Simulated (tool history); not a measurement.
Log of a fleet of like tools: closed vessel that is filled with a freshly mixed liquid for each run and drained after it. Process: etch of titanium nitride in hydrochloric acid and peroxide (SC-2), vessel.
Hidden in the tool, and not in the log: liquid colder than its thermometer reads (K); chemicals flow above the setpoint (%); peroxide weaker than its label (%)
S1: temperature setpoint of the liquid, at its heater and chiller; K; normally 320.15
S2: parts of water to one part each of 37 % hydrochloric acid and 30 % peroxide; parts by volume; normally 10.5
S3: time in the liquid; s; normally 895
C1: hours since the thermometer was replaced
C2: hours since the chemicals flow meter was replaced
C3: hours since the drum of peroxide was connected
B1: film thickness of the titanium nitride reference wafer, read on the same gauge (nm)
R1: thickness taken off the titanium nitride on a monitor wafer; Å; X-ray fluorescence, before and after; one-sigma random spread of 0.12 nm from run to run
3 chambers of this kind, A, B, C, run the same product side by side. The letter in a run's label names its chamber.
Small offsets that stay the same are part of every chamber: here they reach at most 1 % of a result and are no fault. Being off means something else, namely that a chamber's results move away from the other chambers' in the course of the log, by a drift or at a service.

run   hour      S1    S2   S3      C1      C2     C3      B1      R1
 1C    6.1  320.15  10.5  895  2323.6    1280  411.6  140.02  213.92
 2A   10.9  320.15  10.5  895   173.8   184.2  449.7  139.99  216.22
        13  -- chamber A: new drum of peroxide connected
      13.3  -- chamber C: new drum of peroxide connected
 3B   14.2  320.15  10.5  895   450.5    1642  255.7     140  213.36
 4C   18.9  320.15  10.5  895  2336.4  1292.8    5.7  139.98  213.29
 5B   25.2  320.15  10.5  895   461.5    1653  266.7     140  212.57
 6A   31.1  320.15  10.5  895     194   204.4   18.2  139.99  217.72
 7B   37.8  320.15  14.5  895   474.1  1665.6  279.3  139.99  159.55
 8C   41.1  320.15  14.5  895  2358.6    1315   27.9  140.01  161.84
 9A     45  320.15  14.5  895   207.9   218.3   32.1  139.99  163.82
10B     51  320.15  10.5  895   487.3  1678.8  292.5  139.99  212.27
11A   56.6  320.15  10.5  895   219.5   229.9   43.7  139.98   214.6
12C   62.6  320.15  10.5  895  2380.1  1336.5   49.4  140.03  215.52
        65  -- chamber C: chemicals flow meter replaced
13B   66.4  320.15  10.5  895   502.7  1694.2  307.9     140  214.11
14C   71.8  320.15  10.5  895  2389.3     6.8   58.6     140  213.74
15A   76.1  320.15    12  510     239   249.4   63.2  140.01   111.2
16A   80.4  320.15    12  510   243.3   253.7   67.5  140.01   111.2
17C   85.4  320.15    12  510  2402.9    20.4   72.2  139.98  109.78
18B   90.2  320.15  10.5  895   526.5    1718  331.7  139.99   211.1
19B   95.3  320.15  10.5  895   531.6  1723.1  336.8     140  210.79
      96.1  -- chamber C: thermometer replaced
20A  101.4  320.15  10.5  895   264.3   274.7   88.5     140  215.75
21C    108  320.15  10.5  895    11.9      43   94.8     140  213.19
22B  111.3  320.15  10.5  895   547.6  1739.1  352.8  139.98  212.22
23C  114.2  320.15  10.5  895    18.1    49.2    101  140.02  214.76
24A  118.7  320.15  10.5  895   281.6     292  105.8  139.98  217.59
25B  124.8  320.15  10.5  895   561.1  1752.6  366.3  139.99  210.58

Next, all 3 chambers run the settings below, one line each with question marks for the results. What does each chamber give?
26A  129.6  314.65  10.5  895                   ?
26B  129.6  314.65  10.5  895                   ?
26C  129.6  314.65  10.5  895                   ?

run      R1
26A  148.78
26B  144.72
26C  146.48

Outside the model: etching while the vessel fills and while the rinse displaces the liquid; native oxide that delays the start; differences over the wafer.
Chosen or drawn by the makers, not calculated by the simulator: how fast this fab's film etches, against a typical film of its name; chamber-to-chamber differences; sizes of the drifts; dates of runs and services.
